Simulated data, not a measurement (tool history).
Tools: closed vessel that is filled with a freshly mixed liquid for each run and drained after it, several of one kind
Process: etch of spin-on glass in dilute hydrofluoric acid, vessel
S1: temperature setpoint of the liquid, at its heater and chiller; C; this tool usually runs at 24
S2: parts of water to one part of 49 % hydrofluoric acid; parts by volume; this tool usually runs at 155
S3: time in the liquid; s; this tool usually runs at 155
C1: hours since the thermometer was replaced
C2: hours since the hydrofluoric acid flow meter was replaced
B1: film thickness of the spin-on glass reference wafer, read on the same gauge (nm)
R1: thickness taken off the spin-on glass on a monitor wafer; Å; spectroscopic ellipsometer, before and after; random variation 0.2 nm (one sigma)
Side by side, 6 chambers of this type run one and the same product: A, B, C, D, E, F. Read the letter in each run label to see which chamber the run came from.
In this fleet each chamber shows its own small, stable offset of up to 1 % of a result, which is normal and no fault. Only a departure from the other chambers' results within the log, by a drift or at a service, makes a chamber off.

| run | hour | S1 | S2 | S3 | C1 | C2 | B1 | R1 |
|---|---|---|---|---|---|---|---|---|
| 1F | 8 | 24 | 155 | 155 | 685.4 | 169.3 | 30.019 | 421.68 |
| 2D | 15.8 | 24 | 155 | 155 | 70.8 | 1346.9 | 29.973 | 422.2 |
| 3A | 22.6 | 24 | 155 | 155 | 1847.3 | 751.1 | 29.983 | 423.35 |
| 4C | 28.6 | 24 | 155 | 155 | 1386.6 | 145.7 | 30.011 | 426.05 |
| 5E | 36.8 | 24 | 155 | 155 | 472.9 | 368.3 | 30.041 | 423.89 |
| 6B | 42.5 | 24 | 155 | 155 | 318.2 | 762.4 | 30.012 | 418.06 |
| 7E | 47 | 24 | 155 | 155 | 483.1 | 378.5 | 30.02 | 423.79 |
| 8A | 52.2 | 24 | 155 | 155 | 1876.9 | 780.7 | 29.985 | 422.31 |
| 9C | 60.4 | 24 | 155 | 155 | 1418.4 | 177.5 | 30.015 | 420.89 |
| 10F | 66.7 | 24 | 155 | 155 | 744.1 | 228 | 30.005 | 423.25 |
| 11D | 73.7 | 24 | 155 | 155 | 128.7 | 1404.8 | 29.966 | 423.75 |
|  | 74.6 | chamber C: thermometer replaced |
| 12B | 78.8 | 24 | 155 | 155 | 354.5 | 798.7 | 30.01 | 417.33 |
| 13E | 83.7 | 19.5 | 155 | 185 | 519.8 | 415.2 | 30 | 425.53 |
| 14C | 90.9 | 19.5 | 155 | 185 | 16.3 | 208 | 30.009 | 423.06 |
| 15B | 99 | 19.5 | 155 | 185 | 374.7 | 818.9 | 30.015 | 418.09 |
| 16D | 106.9 | 19.5 | 155 | 185 | 161.9 | 1438 | 29.985 | 428.2 |
| 17A | 114.8 | 19.5 | 155 | 185 | 1939.5 | 843.3 | 29.97 | 423.04 |
| 18F | 121 | 19.5 | 155 | 185 | 798.4 | 282.3 | 30.01 | 425.69 |
| 19D | 128.3 | 24 | 155 | 155 | 183.3 | 1459.4 | 29.977 | 422.22 |
| 20A | 133.3 | 24 | 155 | 155 | 1958 | 861.8 | 29.995 | 421.15 |
| 21C | 137.9 | 24 | 180 | 155 | 63.3 | 255 | 30.015 | 355.1 |
| 22F | 145.4 | 24 | 180 | 155 | 822.8 | 306.7 | 29.967 | 354.48 |
| 23E | 151.4 | 24 | 180 | 155 | 587.5 | 482.9 | 30.013 | 348.6 |
| 24B | 155.9 | 24 | 180 | 155 | 431.6 | 875.8 | 29.99 | 349.27 |
| 25A | 159.9 | 24 | 180 | 155 | 1984.6 | 888.4 | 29.998 | 350.29 |
| 26F | 166.2 | 24 | 180 | 155 | 843.6 | 327.5 | 30.037 | 355.28 |
| 27C | 174.4 | 24 | 155 | 155 | 99.8 | 291.5 | 29.998 | 420.82 |
| 28B | 180.1 | 20 | 155 | 155 | 455.8 | 900 | 29.984 | 359.92 |
| 29E | 188 | 20 | 155 | 155 | 624.1 | 519.5 | 30.023 | 356.83 |
| 30D | 191.6 | 20 | 155 | 155 | 246.6 | 1522.7 | 30.012 | 362.51 |
| 31D | 196.8 | 20 | 155 | 155 | 251.8 | 1527.9 | 30.018 | 362.01 |
| 32E | 203.3 | 20 | 155 | 155 | 639.4 | 534.8 | 30.017 | 359.12 |
| 33A | 210.5 | 20 | 155 | 155 | 2035.2 | 939 | 30.008 | 360.59 |
| 34B | 218.5 | 24 | 90 | 125 | 494.2 | 938.4 | 29.976 | 629.82 |
| 35F | 225.2 | 24 | 90 | 125 | 902.6 | 386.5 | 29.993 | 634.16 |
| 36C | 232.1 | 24 | 90 | 125 | 157.5 | 349.2 | 30.011 | 640.72 |
| 37E | 238 | 24 | 90 | 125 | 674.1 | 569.5 | 30.002 | 640.53 |
| 38B | 246.1 | 24 | 90 | 125 | 521.8 | 966 | 30.005 | 625.3 |
| 39F | 249.8 | 24 | 90 | 125 | 927.2 | 411.1 | 30.02 | 630.49 |
| 40A | 256.2 | 24 | 155 | 155 | 2080.9 | 984.7 | 30.027 | 423.89 |
| 41C | 260.4 | 24 | 155 | 155 | 185.8 | 377.5 | 29.99 | 422.32 |
| 42D | 268 | 24 | 155 | 155 | 323 | 1599.1 | 30.023 | 420.93 |

Is one chamber out of step, is the gauge drifting, or do the chambers differ by no more than their own small offsets? For an off chamber, give its letter and the likeliest cause.

All chambers stay in line apart from their small fixed offsets, and the gauge does not drift.
